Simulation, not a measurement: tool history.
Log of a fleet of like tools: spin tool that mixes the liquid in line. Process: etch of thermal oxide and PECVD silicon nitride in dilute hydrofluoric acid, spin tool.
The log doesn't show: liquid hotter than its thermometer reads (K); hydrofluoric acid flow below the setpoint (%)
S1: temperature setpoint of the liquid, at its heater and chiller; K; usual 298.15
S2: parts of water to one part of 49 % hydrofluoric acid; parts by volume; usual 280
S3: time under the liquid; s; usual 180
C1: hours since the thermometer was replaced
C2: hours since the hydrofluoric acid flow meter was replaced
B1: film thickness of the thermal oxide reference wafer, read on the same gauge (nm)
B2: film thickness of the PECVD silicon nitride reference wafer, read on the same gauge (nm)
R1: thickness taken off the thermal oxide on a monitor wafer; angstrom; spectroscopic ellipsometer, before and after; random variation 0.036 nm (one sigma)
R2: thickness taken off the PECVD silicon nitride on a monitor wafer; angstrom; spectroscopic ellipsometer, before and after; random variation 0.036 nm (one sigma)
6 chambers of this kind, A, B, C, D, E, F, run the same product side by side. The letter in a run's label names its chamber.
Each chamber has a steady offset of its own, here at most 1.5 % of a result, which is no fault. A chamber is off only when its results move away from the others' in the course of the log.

| run | hour | S1 | S2 | S3 | C1 | C2 | B1 | B2 | R1 | R2 |
|---|---|---|---|---|---|---|---|---|---|---|
|  | 3.5 | chamber F: hydrofluoric acid flow meter replaced |
| 1F | 4.0 | 298.15 | 280 | 180 | 17.9 | 0.5 | 120.01 | 130.02 | 24.380 | 21.4520 |
| 2C | 11.9 | 298.15 | 280 | 180 | 1837.0 | 419.4 | 120.04 | 130.02 | 23.714 | 21.3680 |
| 3B | 16.8 | 298.15 | 280 | 180 | 232.7 | 53.1 | 120.00 | 129.99 | 24.645 | 21.7110 |
| 4A | 21.7 | 298.15 | 280 | 180 | 651.4 | 58.6 | 120.01 | 130.01 | 24.594 | 21.1260 |
| 5D | 27.9 | 298.15 | 280 | 180 | 403.1 | 781.7 | 120.00 | 130.00 | 24.421 | 20.9310 |
| 6E | 32.4 | 298.15 | 280 | 180 | 136.1 | 1051.6 | 119.98 | 130.02 | 24.533 | 21.8760 |
| 7C | 39.0 | 298.15 | 280 | 180 | 1864.1 | 446.5 | 119.98 | 130.01 | 24.469 | 21.3870 |
| 8B | 47.6 | 298.15 | 280 | 180 | 263.5 | 83.9 | 119.99 | 130.02 | 24.720 | 21.1580 |
| 9A | 53.0 | 298.15 | 280 | 180 | 682.7 | 89.9 | 119.99 | 130.02 | 24.793 | 21.5990 |
| 10E | 58.3 | 298.15 | 280 | 180 | 162.0 | 1077.5 | 120.01 | 129.99 | 24.470 | 21.7410 |
| 11F | 66.0 | 298.15 | 280 | 180 | 79.9 | 62.5 | 119.99 | 130.01 | 24.960 | 20.7960 |
| 12D | 70.8 | 298.15 | 280 | 180 | 446.0 | 824.6 | 119.98 | 130.00 | 24.857 | 21.3920 |
| 13C | 78.2 | 298.15 | 280 | 180 | 1903.3 | 485.7 | 119.99 | 129.98 | 24.482 | 21.7710 |
| 14A | 85.1 | 298.15 | 280 | 180 | 714.8 | 122.0 | 119.99 | 129.98 | 24.739 | 21.9090 |
| 15B | 89.1 | 298.15 | 280 | 180 | 305.0 | 125.4 | 120.00 | 130.01 | 24.362 | 21.7350 |
| 16E | 93.9 | 298.15 | 280 | 180 | 197.6 | 1113.1 | 119.98 | 129.99 | 24.637 | 21.4710 |
| 17F | 100.1 | 298.15 | 280 | 180 | 114.0 | 96.6 | 119.97 | 130.00 | 25.180 | 20.9590 |
| 18D | 105.2 | 298.15 | 280 | 180 | 480.4 | 859.0 | 119.96 | 130.01 | 24.986 | 20.8790 |
| 19F | 112.4 | 298.15 | 280 | 180 | 126.3 | 108.9 | 119.99 | 129.98 | 24.675 | 20.3750 |
| 20E | 117.5 | 298.15 | 280 | 180 | 221.2 | 1136.7 | 120.01 | 130.00 | 24.632 | 20.8230 |
| 21A | 121.3 | 298.15 | 280 | 180 | 751.0 | 158.2 | 119.98 | 130.00 | 24.727 | 21.8660 |
| 22B | 129.8 | 298.15 | 280 | 180 | 345.7 | 166.1 | 120.01 | 129.98 | 24.317 | 21.1730 |
| 23C | 135.6 | 298.15 | 280 | 180 | 1960.7 | 543.1 | 119.99 | 130.03 | 24.966 | 23.3100 |
| 24D | 141.8 | 298.15 | 280 | 180 | 517.0 | 895.6 | 120.01 | 130.01 | 25.186 | 21.3740 |
| 25F | 149.2 | 298.15 | 280 | 180 | 163.1 | 145.7 | 120.01 | 130.02 | 24.889 | 21.0280 |
| 26C | 153.6 | 298.15 | 280 | 180 | 1978.7 | 561.1 | 119.99 | 129.99 | 25.453 | 22.7230 |
| 27E | 158.7 | 298.15 | 280 | 180 | 262.4 | 1177.9 | 119.99 | 130.00 | 24.347 | 21.1300 |
| 28B | 166.9 | 298.15 | 280 | 180 | 382.8 | 203.2 | 119.98 | 129.98 | 24.273 | 21.2200 |
| 29A | 175.4 | 296.65 | 280 | 85 | 805.1 | 212.3 | 120.03 | 130.02 | 10.972 | 9.4764 |
| 30D | 179.1 | 296.65 | 280 | 85 | 554.3 | 932.9 | 119.98 | 130.01 | 11.124 | 9.1801 |
| 31C | 183.4 | 296.65 | 280 | 85 | 2008.5 | 590.9 | 119.97 | 129.98 | 11.118 | 10.2240 |
| 32D | 188.1 | 296.65 | 280 | 85 | 563.3 | 941.9 | 120.00 | 130.00 | 10.988 | 9.1413 |
|  | 192.9 | chamber A: thermometer replaced |
| 33A | 194.5 | 296.65 | 280 | 85 | 1.7 | 231.4 | 119.97 | 130.00 | 10.977 | 9.0042 |
| 34B | 200.9 | 296.65 | 280 | 85 | 416.8 | 237.2 | 119.99 | 130.00 | 10.972 | 9.0116 |
| 35E | 204.8 | 298.15 | 280 | 180 | 308.5 | 1224.0 | 120.02 | 130.01 | 24.067 | 20.9000 |
| 36F | 213.2 | 298.15 | 280 | 180 | 227.1 | 209.7 | 119.97 | 130.01 | 24.961 | 21.1980 |
| 37E | 221.4 | 298.15 | 280 | 180 | 325.1 | 1240.6 | 119.98 | 129.99 | 24.611 | 21.5500 |
| 38F | 228.7 | 298.15 | 280 | 180 | 242.6 | 225.2 | 120.00 | 130.00 | 24.593 | 21.6980 |
| 39C | 236.8 | 298.15 | 280 | 180 | 2061.9 | 644.3 | 120.02 | 130.00 | 26.062 | 24.2940 |
| 40D | 242.1 | 298.15 | 280 | 180 | 617.3 | 995.9 | 120.00 | 130.00 | 24.527 | 21.2280 |

Next, every chamber runs the same settings. What will each give?
| 41A | 248.3 | 298.15 | 160 | 180 |  |  |  |  | ? | ? |
| 41B | 248.3 | 298.15 | 160 | 180 |  |  |  |  | ? | ? |
| 41C | 248.3 | 298.15 | 160 | 180 |  |  |  |  | ? | ? |
| 41D | 248.3 | 298.15 | 160 | 180 |  |  |  |  | ? | ? |
| 41E | 248.3 | 298.15 | 160 | 180 |  |  |  |  | ? | ? |
| 41F | 248.3 | 298.15 | 160 | 180 |  |  |  |  | ? | ? |

| run | R1 | R2 |
|---|---|---|
| 41A | 49.650 | 36.8250 |
| 41B | 49.146 | 36.9550 |
| 41C | 53.549 | 42.8290 |
| 41D | 48.330 | 36.5020 |
| 41E | 48.563 | 36.7510 |
| 41F | 51.067 | 37.9250 |

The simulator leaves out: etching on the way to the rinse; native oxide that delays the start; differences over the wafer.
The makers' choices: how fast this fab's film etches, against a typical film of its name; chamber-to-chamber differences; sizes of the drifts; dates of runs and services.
